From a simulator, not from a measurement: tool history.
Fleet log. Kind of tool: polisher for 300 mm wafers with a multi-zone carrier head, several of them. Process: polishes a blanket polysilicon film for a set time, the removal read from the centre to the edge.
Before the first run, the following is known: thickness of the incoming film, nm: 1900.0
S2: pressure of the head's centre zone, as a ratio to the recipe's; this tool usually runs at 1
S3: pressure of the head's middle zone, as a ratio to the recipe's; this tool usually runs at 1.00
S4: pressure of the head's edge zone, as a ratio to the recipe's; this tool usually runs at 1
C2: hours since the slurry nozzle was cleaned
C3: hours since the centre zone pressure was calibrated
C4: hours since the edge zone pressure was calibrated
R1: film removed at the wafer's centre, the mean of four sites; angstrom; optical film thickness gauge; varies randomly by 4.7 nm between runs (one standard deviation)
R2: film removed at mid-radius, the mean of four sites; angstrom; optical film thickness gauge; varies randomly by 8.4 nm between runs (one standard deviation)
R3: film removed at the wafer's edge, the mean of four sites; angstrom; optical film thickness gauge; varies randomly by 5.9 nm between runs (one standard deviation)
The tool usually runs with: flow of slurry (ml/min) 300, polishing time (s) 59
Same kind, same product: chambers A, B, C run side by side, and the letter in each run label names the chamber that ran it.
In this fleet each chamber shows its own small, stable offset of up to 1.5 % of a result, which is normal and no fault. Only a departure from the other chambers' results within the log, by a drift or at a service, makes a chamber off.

-- hour=0.4 chamber A: worn pad replaced by a new one
run 1A hour=7.0 | flow_of_slurry_(ml/min)=300 S2=1 S3=1.00 S4=1 polishing_time_(s)=59 | wafers_polished_on_this_pad=61 C2=466.4 C3=264.3 C4=840.9 | R1=5994.7 R2=6044.5 R3=5990.5
run 2B hour=12.0 | flow_of_slurry_(ml/min)=300 S2=1 S3=1.00 S4=1 polishing_time_(s)=59 | wafers_polished_on_this_pad=609 C2=289.9 C3=317.0 C4=529.3 | R1=6004.0 R2=5959.0 R3=6132.3
run 3C hour=18.7 | flow_of_slurry_(ml/min)=300 S2=1 S3=1.00 S4=1 polishing_time_(s)=59 | wafers_polished_on_this_pad=1156 C2=220.4 C3=59.7 C4=290.4 | R1=6000.0 R2=6034.4 R3=6050.1
run 4B hour=23.9 | flow_of_slurry_(ml/min)=300 S2=1 S3=1.00 S4=1 polishing_time_(s)=59 | wafers_polished_on_this_pad=718 C2=301.8 C3=328.9 C4=541.2 | R1=6036.2 R2=6053.8 R3=5894.6
-- hour=26.2 chamber B: worn pad replaced by a new one
run 5C hour=30.8 | flow_of_slurry_(ml/min)=300 S2=1 S3=1.00 S4=1 polishing_time_(s)=74 | wafers_polished_on_this_pad=1266 C2=232.5 C3=71.8 C4=302.5 | R1=7503.1 R2=7479.2 R3=7599.2
run 6A hour=37.8 | flow_of_slurry_(ml/min)=300 S2=1 S3=1.00 S4=1 polishing_time_(s)=74 | wafers_polished_on_this_pad=342 C2=497.2 C3=295.1 C4=871.7 | R1=7536.1 R2=7393.9 R3=7562.5
run 7C hour=41.2 | flow_of_slurry_(ml/min)=300 S2=1 S3=1.00 S4=1 polishing_time_(s)=74 | wafers_polished_on_this_pad=1361 C2=242.9 C3=82.2 C4=312.9 | R1=7516.5 R2=7516.0 R3=7496.5
-- hour=46.4 chamber C: worn pad replaced by a new one
run 8A hour=48.9 | flow_of_slurry_(ml/min)=300 S2=1 S3=1.09 S4=1 polishing_time_(s)=59 | wafers_polished_on_this_pad=444 C2=508.3 C3=306.2 C4=882.8 | R1=6079.6 R2=6419.7 R3=5969.7
run 9B hour=55.4 | flow_of_slurry_(ml/min)=300 S2=1 S3=1.09 S4=1 polishing_time_(s)=59 | wafers_polished_on_this_pad=267 C2=333.3 C3=360.4 C4=572.7 | R1=6005.0 R2=6578.1 R3=6026.2
run 10B hour=61.0 | flow_of_slurry_(ml/min)=300 S2=1 S3=1.09 S4=1 polishing_time_(s)=59 | wafers_polished_on_this_pad=318 C2=338.9 C3=366.0 C4=578.3 | R1=6020.8 R2=6433.3 R3=6012.0
-- hour=63.6 chamber B: slurry nozzle cleaned
run 11A hour=67.3 | flow_of_slurry_(ml/min)=300 S2=1 S3=1.00 S4=1 polishing_time_(s)=59 | wafers_polished_on_this_pad=612 C2=526.7 C3=324.6 C4=901.2 | R1=5982.6 R2=5875.3 R3=5985.1
-- hour=67.9 chamber B: centre zone pressure recalibrated
run 12C hour=71.3 | flow_of_slurry_(ml/min)=300 S2=1 S3=1.00 S4=1 polishing_time_(s)=59 | wafers_polished_on_this_pad=227 C2=273.0 C3=112.3 C4=343.0 | R1=6045.1 R2=6092.0 R3=6018.4
run 13A hour=79.0 | flow_of_slurry_(ml/min)=300 S2=1 S3=1.00 S4=1 polishing_time_(s)=59 | wafers_polished_on_this_pad=719 C2=538.4 C3=336.3 C4=912.9 | R1=5932.4 R2=5837.9 R3=6036.5
-- hour=79.9 chamber C: edge zone pressure recalibrated
run 14B hour=86.7 | flow_of_slurry_(ml/min)=300 S2=1 S3=1.00 S4=1 polishing_time_(s)=44 | wafers_polished_on_this_pad=553 C2=23.2 C3=18.8 C4=604.0 | R1=4536.1 R2=4630.5 R3=4485.4
run 15C hour=90.3 | flow_of_slurry_(ml/min)=300 S2=1 S3=1.00 S4=1 polishing_time_(s)=44 | wafers_polished_on_this_pad=401 C2=292.0 C3=131.3 C4=10.4 | R1=4506.3 R2=4342.5 R3=4528.0
-- hour=95.7 chamber B: worn pad replaced by a new one
run 16C hour=98.2 | flow_of_slurry_(ml/min)=300 S2=1 S3=1.00 S4=1 polishing_time_(s)=44 | wafers_polished_on_this_pad=473 C2=299.9 C3=139.2 C4=18.3 | R1=4488.2 R2=4446.5 R3=4506.6
run 17A hour=104.5 | flow_of_slurry_(ml/min)=300 S2=1 S3=1.00 S4=1 polishing_time_(s)=59 | wafers_polished_on_this_pad=952 C2=563.9 C3=361.8 C4=938.4 | R1=5908.3 R2=5794.2 R3=6009.7
-- hour=106.5 chamber A: worn pad replaced by a new one
run 18B hour=112.0 | flow_of_slurry_(ml/min)=300 S2=1 S3=1.00 S4=1 polishing_time_(s)=59 | wafers_polished_on_this_pad=149 C2=48.5 C3=44.1 C4=629.3 | R1=6100.8 R2=6133.0 R3=6017.8
run 19A hour=118.8 | flow_of_slurry_(ml/min)=300 S2=1 S3=1.00 S4=1 polishing_time_(s)=59 | wafers_polished_on_this_pad=112 C2=578.2 C3=376.1 C4=952.7 | R1=5941.6 R2=5951.9 R3=6005.2
run 20B hour=123.9 | flow_of_slurry_(ml/min)=300 S2=1 S3=1.00 S4=1 polishing_time_(s)=59 | wafers_polished_on_this_pad=258 C2=60.4 C3=56.0 C4=641.2 | R1=6100.2 R2=6050.1 R3=6076.7
run 21C hour=130.6 | flow_of_slurry_(ml/min)=300 S2=1 S3=1.00 S4=1 polishing_time_(s)=59 | wafers_polished_on_this_pad=770 C2=332.3 C3=171.6 C4=50.7 | R1=6062.7 R2=5984.9 R3=6065.2
run 22B hour=135.5 | flow_of_slurry_(ml/min)=300 S2=1 S3=1.00 S4=1 polishing_time_(s)=59 | wafers_polished_on_this_pad=364 C2=72.0 C3=67.6 C4=652.8 | R1=6075.5 R2=5979.5 R3=6007.1
run 23A hour=140.9 | flow_of_slurry_(ml/min)=210 S2=1 S3=1.00 S4=1 polishing_time_(s)=51 | wafers_polished_on_this_pad=315 C2=600.3 C3=398.2 C4=974.8 | R1=4880.3 R2=4914.7 R3=4895.3
run 24C hour=146.7 | flow_of_slurry_(ml/min)=210 S2=1 S3=1.00 S4=1 polishing_time_(s)=51 | wafers_polished_on_this_pad=917 C2=348.4 C3=187.7 C4=66.8 | R1=4999.3 R2=4999.1 R3=5066.0
run 25B hour=152.3 | flow_of_slurry_(ml/min)=210 S2=1 S3=1.00 S4=1 polishing_time_(s)=51 | wafers_polished_on_this_pad=518 C2=88.8 C3=84.4 C4=669.6 | R1=4945.6 R2=4960.2 R3=5200.9
run 26A hour=156.0 | flow_of_slurry_(ml/min)=300 S2=1 S3=1.00 S4=1 polishing_time_(s)=59 | wafers_polished_on_this_pad=453 C2=615.4 C3=413.3 C4=989.9 | R1=5923.7 R2=5856.6 R3=5935.9
-- hour=162.6 chamber B: worn pad replaced by a new one
run 27C hour=163.8 | flow_of_slurry_(ml/min)=300 S2=1 S3=1.00 S4=1 polishing_time_(s)=59 | wafers_polished_on_this_pad=1073 C2=365.5 C3=204.8 C4=83.9 | R1=5921.3 R2=5958.5 R3=6033.2
run 28C hour=171.4 | flow_of_slurry_(ml/min)=300 S2=1 S3=1.00 S4=1 polishing_time_(s)=41 | wafers_polished_on_this_pad=1143 C2=373.1 C3=212.4 C4=91.5 | R1=4228.1 R2=4144.1 R3=4231.6
run 29A hour=178.2 | flow_of_slurry_(ml/min)=300 S2=1 S3=1.00 S4=1 polishing_time_(s)=41 | wafers_polished_on_this_pad=656 C2=637.6 C3=435.5 C4=1012.1 | R1=4062.4 R2=4024.3 R3=4114.6
run 30B hour=184.7 | flow_of_slurry_(ml/min)=300 S2=1 S3=1.00 S4=1 polishing_time_(s)=41 | wafers_polished_on_this_pad=202 C2=121.2 C3=116.8 C4=702.0 | R1=4153.8 R2=4149.8 R3=4216.6
run 31A hour=191.7 | flow_of_slurry_(ml/min)=270 S2=1 S3=1.00 S4=1 polishing_time_(s)=59 | wafers_polished_on_this_pad=779 C2=651.1 C3=449.0 C4=1025.6 | R1=5725.6 R2=5639.8 R3=5852.8
run 32B hour=195.7 | flow_of_slurry_(ml/min)=270 S2=1 S3=1.00 S4=1 polishing_time_(s)=59 | wafers_polished_on_this_pad=303 C2=132.2 C3=127.8 C4=713.0 | R1=5945.9 R2=6094.3 R3=5971.8
run 33C hour=200.0 | flow_of_slurry_(ml/min)=270 S2=1 S3=1.00 S4=1 polishing_time_(s)=59 | wafers_polished_on_this_pad=1405 C2=401.7 C3=241.0 C4=120.1 | R1=6023.3 R2=5820.0 R3=6090.2
run 34B hour=205.4 | flow_of_slurry_(ml/min)=300 S2=1 S3=1.00 S4=1 polishing_time_(s)=59 | wafers_polished_on_this_pad=392 C2=141.9 C3=137.5 C4=722.7 | R1=6063.0 R2=6101.5 R3=5934.4
-- hour=207.3 chamber C: worn pad replaced by a new one
run 35A hour=212.8 | flow_of_slurry_(ml/min)=300 S2=1 S3=1.00 S4=1 polishing_time_(s)=59 | wafers_polished_on_this_pad=972 C2=672.2 C3=470.1 C4=1046.7 | R1=5772.7 R2=5644.2 R3=5868.1
-- hour=217.4 chamber A: worn pad replaced by a new one
run 36C hour=217.5 | flow_of_slurry_(ml/min)=300 S2=1 S3=1.00 S4=1 polishing_time_(s)=59 | wafers_polished_on_this_pad=93 C2=419.2 C3=258.5 C4=137.6 | R1=6021.7 R2=5821.5 R3=6048.8
run 37C hour=224.2 | flow_of_slurry_(ml/min)=300 S2=1 S3=1.00 S4=1 polishing_time_(s)=59 | wafers_polished_on_this_pad=154 C2=425.9 C3=265.2 C4=144.3 | R1=6023.0 R2=5981.8 R3=6011.9
run 38A hour=229.5 | flow_of_slurry_(ml/min)=300 S2=1 S3=1.00 S4=1 polishing_time_(s)=59 | wafers_polished_on_this_pad=111 C2=688.9 C3=486.8 C4=1063.4 | R1=5659.3 R2=5734.7 R3=5802.3

Does one chamber stand apart from the rest, does the shared gauge drift, or is all well apart from small per-chamber offsets? Give the chamber and the most likely cause, where there is one.

It is chamber A that slowly wanders off from its peers.
Likeliest cause: slurry flow missing at the pad, % = 29.3.

Chamber A could run next with any of the 4 candidate recipes listed below; each alters the usual settings, and their results appear as question marks. Which one brings its results back in line with what the other chambers deliver on the usual settings?
To be in line, a result may differ from the other chambers' mean on the usual settings by at most: R1 170.0 angstrom; R2 290.0 angstrom; R3 210.0 angstrom
run 39A-1 hour=235.2 | flow_of_slurry_(ml/min)=295 S2=0.98 S3=0.97 S4=1.02 polishing_time_(s)=54 | R1=? R2=? R3=?
run 39A-2 hour=235.2 | flow_of_slurry_(ml/min)=295 S2=0.99 S3=0.99 S4=1.01 polishing_time_(s)=57 | R1=? R2=? R3=?
run 39A-3 hour=235.2 | flow_of_slurry_(ml/min)=305 S2=1.01 S3=1.01 S4=0.99 polishing_time_(s)=61 | R1=? R2=? R3=?
run 39A-4 hour=235.2 | flow_of_slurry_(ml/min)=305 S2=1.02 S3=1.03 S4=0.98 polishing_time_(s)=64 | R1=? R2=? R3=?

Other chambers, usual settings, mean: R1 6035.5 angstrom; R2 6002.1 angstrom; R3 6040.3 angstrom
run=39A-1 R1=5140.1 R2=5054.0 R3=5401.2
run=39A-2 R1=5487.5 R2=5435.2 R3=5670.1
run=39A-3 R1=6034.0 R2=5950.4 R3=6022.9
run=39A-4 R1=6400.5 R2=6356.2 R3=6283.9
It is 39A-3 that realigns the chamber with its peers.
